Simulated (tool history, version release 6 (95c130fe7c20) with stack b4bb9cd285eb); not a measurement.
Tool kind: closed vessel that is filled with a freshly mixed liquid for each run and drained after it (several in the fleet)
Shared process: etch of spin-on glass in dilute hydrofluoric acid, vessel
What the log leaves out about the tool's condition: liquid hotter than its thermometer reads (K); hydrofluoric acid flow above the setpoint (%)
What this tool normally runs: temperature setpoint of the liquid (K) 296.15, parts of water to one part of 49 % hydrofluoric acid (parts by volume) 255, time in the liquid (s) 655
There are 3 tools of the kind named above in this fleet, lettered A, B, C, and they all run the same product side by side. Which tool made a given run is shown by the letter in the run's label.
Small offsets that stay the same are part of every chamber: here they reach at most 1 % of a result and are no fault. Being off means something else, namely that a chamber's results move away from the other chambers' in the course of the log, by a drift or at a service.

run,hour,temperature setpoint of the liquid (K),parts of water to one part of 49 % hydrofluoric acid (parts by volume),time in the liquid (s),hours since the thermometer was replaced,hours since the hydrofluoric acid flow meter was replaced,"read-back film thickness of the spin-on glass reference wafer, read on the same gauge (nm)",thickness taken off the spin-on glass on a monitor wafer (nm)
1C,5.8,296.15,255,655,263.1,379.7,109.99,53.518
2A,9.7,296.15,255,655,1088.0,1692.3,110.00,53.919
3B,16.7,296.15,255,655,421.6,680.6,110.00,53.664
4A,21.0,296.15,255,655,1099.3,1703.6,109.99,53.712
5C,24.6,296.15,255,655,281.9,398.5,110.02,53.960
6B,29.8,296.15,255,655,434.7,693.7,110.04,53.295
7B,35.9,296.15,255,655,440.8,699.8,110.02,53.021
8C,43.1,296.15,255,655,300.4,417.0,110.04,53.689
9A,51.2,296.15,255,655,1129.5,1733.8,109.98,53.701
10C,58.1,298.65,255,655,315.4,432.0,110.03,58.778
11B,62.7,298.65,255,655,467.6,726.6,109.99,58.910
12A,69.4,298.65,255,655,1147.7,1752.0,109.97,58.288
13A,76.5,296.15,255,655,1154.8,1759.1,109.93,53.088
14C,80.6,296.15,255,655,337.9,454.5,109.99,53.673
15B,85.1,296.15,255,655,490.0,749.0,109.95,52.646
16A,89.3,296.15,255,655,1167.6,1771.9,110.04,53.164
# hour 92.0: chamber C: hydrofluoric acid flow meter replaced
17C,96.7,296.15,255,655,354.0,4.8,109.98,53.780
18B,104.0,296.15,255,655,508.9,767.9,109.97,53.100
19A,111.7,296.15,255,655,1190.0,1794.3,109.97,53.614
20C,116.2,296.15,255,655,373.5,24.3,109.99,53.165
21B,122.9,296.15,255,655,527.8,786.8,109.99,53.513
22C,128.8,296.15,255,655,386.1,36.9,110.01,53.344
23B,134.8,296.15,255,655,539.7,798.7,109.98,53.747
24A,142.7,296.15,255,655,1221.0,1825.3,109.99,53.125
25A,151.0,296.15,255,655,1229.3,1833.6,109.98,53.804
26C,159.2,296.15,255,655,416.5,67.3,110.00,53.198
# hour 160.2: chamber B: thermometer replaced
27B,163.8,296.15,255,655,3.7,827.7,109.98,52.775

Decide between three cases: one chamber stands off from its peers, the gauge reading all wafers drifts, or nothing is wrong past each chamber's small offset. Where a chamber is off, say which and what most likely put it there.

All chambers stay in line apart from their small fixed offsets, and the gauge does not drift.
